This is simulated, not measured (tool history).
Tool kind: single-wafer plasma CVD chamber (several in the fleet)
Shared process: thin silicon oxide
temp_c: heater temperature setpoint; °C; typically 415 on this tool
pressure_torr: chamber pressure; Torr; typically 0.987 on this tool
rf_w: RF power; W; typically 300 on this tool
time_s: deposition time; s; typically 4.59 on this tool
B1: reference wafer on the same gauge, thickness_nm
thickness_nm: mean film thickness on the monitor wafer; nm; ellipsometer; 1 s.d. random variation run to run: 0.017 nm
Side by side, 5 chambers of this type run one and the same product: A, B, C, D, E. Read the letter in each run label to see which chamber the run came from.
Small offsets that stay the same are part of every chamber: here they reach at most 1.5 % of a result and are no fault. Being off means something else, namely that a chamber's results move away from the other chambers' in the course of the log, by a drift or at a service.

Run 1B, hour 15.5: usual settings; B1 10.112. Result: thickness_nm 10.044 nm.
At hour 25.2: chamber C: RF generator calibrated.
Run 2C, hour 28.9: usual settings; B1 10.111. Result: thickness_nm 10.085 nm.
Run 3D, hour 42.1: usual settings; B1 10.111. Result: thickness_nm 10.04 nm.
Run 4E, hour 50.3: usual settings; B1 10.118. Result: thickness_nm 9.9766 nm.
Run 5A, hour 63.2: usual settings; B1 10.118. Result: thickness_nm 9.8885 nm.
Run 6A, hour 77.7: usual settings; B1 10.122. Result: thickness_nm 9.8856 nm.
At hour 81.5: chamber A: capacitance manometer re-zeroed and calibrated.
Run 7C, hour 91.3: usual settings but pressure_torr 0.876 Torr, rf_w 255 W; B1 10.127. Result: thickness_nm 8.513 nm.
Run 8B, hour 105.2: usual settings but pressure_torr 0.876 Torr, rf_w 255 W; B1 10.128. Result: thickness_nm 8.4537 nm.
Run 9E, hour 112.7: usual settings but pressure_torr 0.876 Torr, rf_w 255 W; B1 10.128. Result: thickness_nm 8.4854 nm.
Run 10D, hour 126: usual settings but pressure_torr 0.876 Torr, rf_w 255 W; B1 10.131. Result: thickness_nm 8.483 nm.
Run 11D, hour 134.2: usual settings but pressure_torr 0.876 Torr, rf_w 255 W; B1 10.132. Result: thickness_nm 8.4694 nm.
At hour 137.3: chamber B: thermocouple changed; heater temperature recalibrated.
Run 12E, hour 148.3: usual settings; B1 10.134. Result: thickness_nm 10.021 nm.
Run 13A, hour 157.2: usual settings; B1 10.136. Result: thickness_nm 9.9166 nm.
Run 14C, hour 170.5: usual settings but pressure_torr 0.874 Torr, time_s 3.81 s; B1 10.141. Result: thickness_nm 7.5808 nm.
Run 15B, hour 185.3: usual settings but pressure_torr 0.874 Torr, time_s 3.81 s; B1 10.141. Result: thickness_nm 7.5494 nm.
Run 16B, hour 193.9: usual settings but pressure_torr 0.874 Torr, time_s 3.81 s; B1 10.139. Result: thickness_nm 7.5044 nm.
Run 17E, hour 206.8: usual settings but pressure_torr 0.874 Torr, time_s 3.81 s; B1 10.141. Result: thickness_nm 7.5005 nm.
Run 18A, hour 217.5: usual settings but pressure_torr 0.874 Torr, time_s 3.81 s; B1 10.142. Result: thickness_nm 7.4536 nm.
Run 19D, hour 228.7: usual settings; B1 10.151. Result: thickness_nm 10.043 nm.
Run 20C, hour 237.5: usual settings but rf_w 250 W, time_s 3.94 s; B1 10.143. Result: thickness_nm 7.9856 nm.
Run 21A, hour 249.8: usual settings but rf_w 250 W, time_s 3.94 s; B1 10.149. Result: thickness_nm 7.863 nm.
Run 22B, hour 256.5: usual settings but rf_w 250 W, time_s 3.94 s; B1 10.149. Result: thickness_nm 7.9765 nm.
Run 23E, hour 265.2: usual settings but rf_w 250 W, time_s 3.94 s; B1 10.154. Result: thickness_nm 7.9961 nm.
Run 24C, hour 276.1: usual settings but rf_w 250 W, time_s 3.94 s; B1 10.152. Result: thickness_nm 8.0286 nm.
Run 25D, hour 290.6: usual settings; B1 10.16. Result: thickness_nm 10.056 nm.
Run 26C, hour 301.4: usual settings; B1 10.152. Result: thickness_nm 10.093 nm.
At hour 307: chamber A: RF generator calibrated.
Run 27D, hour 309.9: usual settings; B1 10.158. Result: thickness_nm 10.091 nm.
At hour 318.9: chamber E: RF generator calibrated.
Run 28B, hour 320.3: usual settings; B1 10.154. Result: thickness_nm 10.073 nm.
Run 29E, hour 327.4: usual settings but pressure_torr 0.775 Torr; B1 10.163. Result: thickness_nm 8.1418 nm.
Run 30A, hour 336.1: usual settings but pressure_torr 0.775 Torr; B1 10.168. Result: thickness_nm 8.0764 nm.
Run 31C, hour 346.6: usual settings but pressure_torr 0.775 Torr; B1 10.17. Result: thickness_nm 8.2436 nm.
Run 32B, hour 354.7: usual settings but pressure_torr 0.775 Torr; B1 10.165. Result: thickness_nm 8.1771 nm.
Run 33E, hour 366.6: usual settings but pressure_torr 0.775 Torr; B1 10.167. Result: thickness_nm 8.127 nm.
Run 34A, hour 381.3: usual settings; B1 10.171. Result: thickness_nm 9.9748 nm.
Run 35D, hour 391.8: usual settings; B1 10.171. Result: thickness_nm 10.077 nm.
Run 36A, hour 403.9: usual settings but temp_c 406 °C, rf_w 320 W; B1 10.175. Result: thickness_nm 10.287 nm.
Run 37D, hour 414.6: usual settings but temp_c 406 °C, rf_w 320 W; B1 10.178. Result: thickness_nm 10.415 nm.
Run 38E, hour 421.7: usual settings but temp_c 406 °C, rf_w 320 W; B1 10.175. Result: thickness_nm 10.354 nm.
Run 39B, hour 429.2: usual settings but temp_c 406 °C, rf_w 320 W; B1 10.174. Result: thickness_nm 10.423 nm.

Is one chamber off against the others, does the gauge drift, or is nothing wrong? If a chamber is off, say which, and what the likeliest cause is.

Every chamber seems to shift together because the gauge that measures them all drifts; the chambers themselves are fine.
Likeliest cause: gauge reads high (%) = 0.682.
